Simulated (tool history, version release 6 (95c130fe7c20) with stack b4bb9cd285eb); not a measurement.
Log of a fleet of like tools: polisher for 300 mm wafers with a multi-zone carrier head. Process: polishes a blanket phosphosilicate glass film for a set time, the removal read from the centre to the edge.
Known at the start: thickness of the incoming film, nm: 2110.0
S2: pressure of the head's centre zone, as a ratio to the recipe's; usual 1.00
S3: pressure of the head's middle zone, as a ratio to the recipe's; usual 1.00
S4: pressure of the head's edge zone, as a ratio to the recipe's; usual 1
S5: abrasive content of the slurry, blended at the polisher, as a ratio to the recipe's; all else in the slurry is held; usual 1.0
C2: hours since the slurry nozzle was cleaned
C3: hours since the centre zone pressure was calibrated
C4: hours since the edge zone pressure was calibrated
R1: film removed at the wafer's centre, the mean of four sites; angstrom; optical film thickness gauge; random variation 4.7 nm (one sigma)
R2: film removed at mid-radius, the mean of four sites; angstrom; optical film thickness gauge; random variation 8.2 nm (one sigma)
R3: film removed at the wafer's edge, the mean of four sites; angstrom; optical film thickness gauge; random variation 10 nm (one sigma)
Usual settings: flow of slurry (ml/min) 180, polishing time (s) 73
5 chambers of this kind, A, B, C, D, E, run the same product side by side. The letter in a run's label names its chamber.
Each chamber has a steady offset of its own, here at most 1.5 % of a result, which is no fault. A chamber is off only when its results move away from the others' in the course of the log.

{"run": "1D", "hour": 8.3, "flow of slurry (ml/min)": 180, "S2": 1.0, "S3": 1.0, "S4": 1, "S5": 1.0, "polishing time (s)": 73, "wafers polished on this pad": 449, "C2": 201.5, "C3": 237.0, "C4": 255.8, "R1": 7497.4, "R2": 7271.3, "R3": 7469.7}
{"hour": 8.9, "done": "chamber E: centre zone pressure recalibrated"}
{"run": "2C", "hour": 12.8, "flow of slurry (ml/min)": 180, "S2": 1.0, "S3": 1.0, "S4": 1, "S5": 1.0, "polishing time (s)": 73, "wafers polished on this pad": 496, "C2": 153.4, "C3": 676.5, "C4": 269.1, "R1": 7358.8, "R2": 7382.0, "R3": 7207.8}
{"run": "3A", "hour": 19.3, "flow of slurry (ml/min)": 180, "S2": 1.0, "S3": 1.0, "S4": 1, "S5": 1.0, "polishing time (s)": 73, "wafers polished on this pad": 671, "C2": 53.1, "C3": 101.3, "C4": 932.4, "R1": 7489.9, "R2": 7366.8, "R3": 7485.2}
{"run": "4E", "hour": 28.8, "flow of slurry (ml/min)": 180, "S2": 1.0, "S3": 1.0, "S4": 1, "S5": 1.0, "polishing time (s)": 73, "wafers polished on this pad": 550, "C2": 218.6, "C3": 20.0, "C4": 624.0, "R1": 7278.9, "R2": 7436.5, "R3": 7363.4}
{"hour": 36.0, "done": "chamber E: worn pad replaced by a new one"}
{"run": "5B", "hour": 36.6, "flow of slurry (ml/min)": 150, "S2": 1.0, "S3": 0.91, "S4": 1, "S5": 1.0, "polishing time (s)": 73, "wafers polished on this pad": 931, "C2": 403.5, "C3": 987.1, "C4": 956.6, "R1": 7132.8, "R2": 6581.1, "R3": 7224.0}
{"run": "6E", "hour": 41.3, "flow of slurry (ml/min)": 150, "S2": 1.0, "S3": 0.91, "S4": 1, "S5": 1.0, "polishing time (s)": 73, "wafers polished on this pad": 43, "C2": 231.1, "C3": 32.5, "C4": 636.5, "R1": 6993.3, "R2": 6487.4, "R3": 7161.6}
{"hour": 44.7, "done": "chamber A: worn pad replaced by a new one"}
{"hour": 45.0, "done": "chamber E: edge zone pressure recalibrated"}
{"run": "7D", "hour": 47.8, "flow of slurry (ml/min)": 150, "S2": 1.0, "S3": 0.91, "S4": 1, "S5": 1.0, "polishing time (s)": 73, "wafers polished on this pad": 775, "C2": 241.0, "C3": 276.5, "C4": 295.3, "R1": 7264.2, "R2": 6556.2, "R3": 7219.8}
{"run": "8A", "hour": 53.9, "flow of slurry (ml/min)": 150, "S2": 1.0, "S3": 0.91, "S4": 1, "S5": 1.0, "polishing time (s)": 73, "wafers polished on this pad": 76, "C2": 87.7, "C3": 135.9, "C4": 967.0, "R1": 7239.6, "R2": 6571.2, "R3": 7181.3}
{"run": "9B", "hour": 58.9, "flow of slurry (ml/min)": 150, "S2": 1.0, "S3": 0.91, "S4": 1, "S5": 1.0, "polishing time (s)": 73, "wafers polished on this pad": 1115, "C2": 425.8, "C3": 1009.4, "C4": 978.9, "R1": 7060.8, "R2": 6583.1, "R3": 7257.9}
{"run": "10C", "hour": 66.6, "flow of slurry (ml/min)": 180, "S2": 1.0, "S3": 1.0, "S4": 1, "S5": 1.0, "polishing time (s)": 73, "wafers polished on this pad": 939, "C2": 207.2, "C3": 730.3, "C4": 322.9, "R1": 7376.0, "R2": 7300.5, "R3": 7197.2}
{"run": "11E", "hour": 73.4, "flow of slurry (ml/min)": 180, "S2": 1.0, "S3": 1.0, "S4": 1, "S5": 1.0, "polishing time (s)": 73, "wafers polished on this pad": 308, "C2": 263.2, "C3": 64.6, "C4": 28.4, "R1": 7310.0, "R2": 7485.6, "R3": 7257.6}
{"run": "12B", "hour": 78.9, "flow of slurry (ml/min)": 180, "S2": 1.0, "S3": 1.0, "S4": 1, "S5": 1.0, "polishing time (s)": 73, "wafers polished on this pad": 1280, "C2": 445.8, "C3": 1029.4, "C4": 998.9, "R1": 7262.2, "R2": 7470.4, "R3": 7584.8}
{"run": "13A", "hour": 85.7, "flow of slurry (ml/min)": 180, "S2": 1.0, "S3": 1.0, "S4": 1, "S5": 1.0, "polishing time (s)": 73, "wafers polished on this pad": 338, "C2": 119.5, "C3": 167.7, "C4": 998.8, "R1": 7517.9, "R2": 7449.9, "R3": 7586.1}
{"hour": 85.8, "done": "chamber D: worn pad replaced by a new one"}
{"hour": 90.4, "done": "chamber D: centre zone pressure recalibrated"}
{"hour": 92.5, "done": "chamber D: edge zone pressure recalibrated"}
{"run": "14C", "hour": 93.0, "flow of slurry (ml/min)": 180, "S2": 1.0, "S3": 1.0, "S4": 1, "S5": 1.0, "polishing time (s)": 73, "wafers polished on this pad": 1156, "C2": 233.6, "C3": 756.7, "C4": 349.3, "R1": 7316.6, "R2": 7283.1, "R3": 7313.8}
{"run": "15D", "hour": 102.1, "flow of slurry (ml/min)": 220, "S2": 0.91, "S3": 1.0, "S4": 1, "S5": 1.0, "polishing time (s)": 73, "wafers polished on this pad": 134, "C2": 295.3, "C3": 11.7, "C4": 9.7, "R1": 7668.1, "R2": 7580.2, "R3": 7706.7}
{"run": "16B", "hour": 110.5, "flow of slurry (ml/min)": 220, "S2": 0.91, "S3": 1.0, "S4": 1, "S5": 1.0, "polishing time (s)": 73, "wafers polished on this pad": 1540, "C2": 477.4, "C3": 1061.0, "C4": 1030.5, "R1": 6874.0, "R2": 7629.0, "R3": 7550.1}
{"hour": 110.7, "done": "chamber E: worn pad replaced by a new one"}
{"hour": 113.6, "done": "chamber B: worn pad replaced by a new one"}
{"hour": 116.6, "done": "chamber C: worn pad replaced by a new one"}
{"run": "17C", "hour": 118.2, "flow of slurry (ml/min)": 220, "S2": 0.91, "S3": 1.0, "S4": 1, "S5": 1.0, "polishing time (s)": 73, "wafers polished on this pad": 13, "C2": 258.8, "C3": 781.9, "C4": 374.5, "R1": 6918.3, "R2": 7488.7, "R3": 7556.0}
{"run": "18D", "hour": 126.0, "flow of slurry (ml/min)": 220, "S2": 0.91, "S3": 1.0, "S4": 1, "S5": 1.0, "polishing time (s)": 73, "wafers polished on this pad": 331, "C2": 319.2, "C3": 35.6, "C4": 33.6, "R1": 7669.4, "R2": 7418.6, "R3": 7713.8}
{"run": "19E", "hour": 135.8, "flow of slurry (ml/min)": 220, "S2": 0.91, "S3": 1.0, "S4": 1, "S5": 1.0, "polishing time (s)": 73, "wafers polished on this pad": 206, "C2": 325.6, "C3": 127.0, "C4": 90.8, "R1": 6814.9, "R2": 7411.5, "R3": 7480.4}
{"run": "20A", "hour": 144.9, "flow of slurry (ml/min)": 180, "S2": 1.0, "S3": 1.0, "S4": 1, "S5": 1.0, "polishing time (s)": 73, "wafers polished on this pad": 825, "C2": 178.7, "C3": 226.9, "C4": 1058.0, "R1": 7426.7, "R2": 7330.4, "R3": 7451.6}
{"hour": 148.0, "done": "chamber A: worn pad replaced by a new one"}
{"run": "21D", "hour": 150.3, "flow of slurry (ml/min)": 180, "S2": 1.0, "S3": 1.0, "S4": 1, "S5": 1.0, "polishing time (s)": 73, "wafers polished on this pad": 531, "C2": 343.5, "C3": 59.9, "C4": 57.9, "R1": 8137.2, "R2": 7336.6, "R3": 7392.0}
{"run": "22B", "hour": 154.8, "flow of slurry (ml/min)": 180, "S2": 1.0, "S3": 1.0, "S4": 1, "S5": 1.0, "polishing time (s)": 73, "wafers polished on this pad": 339, "C2": 521.7, "C3": 1105.3, "C4": 1074.8, "R1": 7403.5, "R2": 7387.2, "R3": 7422.4}
{"run": "23C", "hour": 160.2, "flow of slurry (ml/min)": 180, "S2": 1.0, "S3": 1.0, "S4": 1, "S5": 1.0, "polishing time (s)": 73, "wafers polished on this pad": 359, "C2": 300.8, "C3": 823.9, "C4": 416.5, "R1": 7382.3, "R2": 7321.7, "R3": 7350.6}
{"hour": 167.6, "done": "chamber C: slurry nozzle cleaned"}
{"run": "24E", "hour": 169.1, "flow of slurry (ml/min)": 180, "S2": 1.0, "S3": 1.0, "S4": 1, "S5": 1.0, "polishing time (s)": 73, "wafers polished on this pad": 480, "C2": 358.9, "C3": 160.3, "C4": 124.1, "R1": 7273.6, "R2": 7507.2, "R3": 7238.6}
{"run": "25A", "hour": 177.0, "flow of slurry (ml/min)": 180, "S2": 1.0, "S3": 1.0, "S4": 1, "S5": 1.0, "polishing time (s)": 73, "wafers polished on this pad": 239, "C2": 210.8, "C3": 259.0, "C4": 1090.1, "R1": 7400.0, "R2": 7650.0, "R3": 7356.3}
{"hour": 178.2, "done": "chamber E: worn pad replaced by a new one"}
{"run": "26B", "hour": 184.8, "flow of slurry (ml/min)": 180, "S2": 1.0, "S3": 1.0, "S4": 1, "S5": 1.0, "polishing time (s)": 73, "wafers polished on this pad": 586, "C2": 551.7, "C3": 1135.3, "C4": 1104.8, "R1": 7423.8, "R2": 7491.8, "R3": 7394.1}
{"run": "27D", "hour": 192.1, "flow of slurry (ml/min)": 180, "S2": 1.0, "S3": 1.0, "S4": 1, "S5": 1.0, "polishing time (s)": 73, "wafers polished on this pad": 875, "C2": 385.3, "C3": 101.7, "C4": 99.7, "R1": 8175.5, "R2": 7246.4, "R3": 7588.9}
{"run": "28C", "hour": 197.4, "flow of slurry (ml/min)": 180, "S2": 1.0, "S3": 1.0, "S4": 1, "S5": 1.0, "polishing time (s)": 73, "wafers polished on this pad": 665, "C2": 29.9, "C3": 861.1, "C4": 453.7, "R1": 7436.4, "R2": 7280.6, "R3": 7369.7}
{"run": "29E", "hour": 206.6, "flow of slurry (ml/min)": 180, "S2": 1.0, "S3": 1.0, "S4": 1, "S5": 1.0, "polishing time (s)": 73, "wafers polished on this pad": 233, "C2": 396.4, "C3": 197.8, "C4": 161.6, "R1": 7298.9, "R2": 7570.5, "R3": 7311.0}
{"run": "30A", "hour": 216.9, "flow of slurry (ml/min)": 180, "S2": 1.0, "S3": 1.0, "S4": 1, "S5": 1.0, "polishing time (s)": 73, "wafers polished on this pad": 567, "C2": 250.7, "C3": 298.9, "C4": 1130.0, "R1": 7508.0, "R2": 7334.7, "R3": 7447.7}

Next, every chamber runs the same settings. What will each give?
{"run": "31A", "hour": 224.3, "flow of slurry (ml/min)": 180, "S2": 1.0, "S3": 1.0, "S4": 1, "S5": 0.8, "polishing time (s)": 73, "R1": "?", "R2": "?", "R3": "?"}
{"run": "31B", "hour": 224.3, "flow of slurry (ml/min)": 180, "S2": 1.0, "S3": 1.0, "S4": 1, "S5": 0.8, "polishing time (s)": 73, "R1": "?", "R2": "?", "R3": "?"}
{"run": "31C", "hour": 224.3, "flow of slurry (ml/min)": 180, "S2": 1.0, "S3": 1.0, "S4": 1, "S5": 0.8, "polishing time (s)": 73, "R1": "?", "R2": "?", "R3": "?"}
{"run": "31D", "hour": 224.3, "flow of slurry (ml/min)": 180, "S2": 1.0, "S3": 1.0, "S4": 1, "S5": 0.8, "polishing time (s)": 73, "R1": "?", "R2": "?", "R3": "?"}
{"run": "31E", "hour": 224.3, "flow of slurry (ml/min)": 180, "S2": 1.0, "S3": 1.0, "S4": 1, "S5": 0.8, "polishing time (s)": 73, "R1": "?", "R2": "?", "R3": "?"}

run=31A R1=6705.5 R2=6458.7 R3=6730.0
run=31B R1=6608.5 R2=6599.9 R3=6484.0
run=31C R1=6667.6 R2=6640.1 R3=6517.2
run=31D R1=7308.4 R2=6564.0 R3=6772.5
run=31E R1=6585.6 R2=6575.6 R3=6572.3
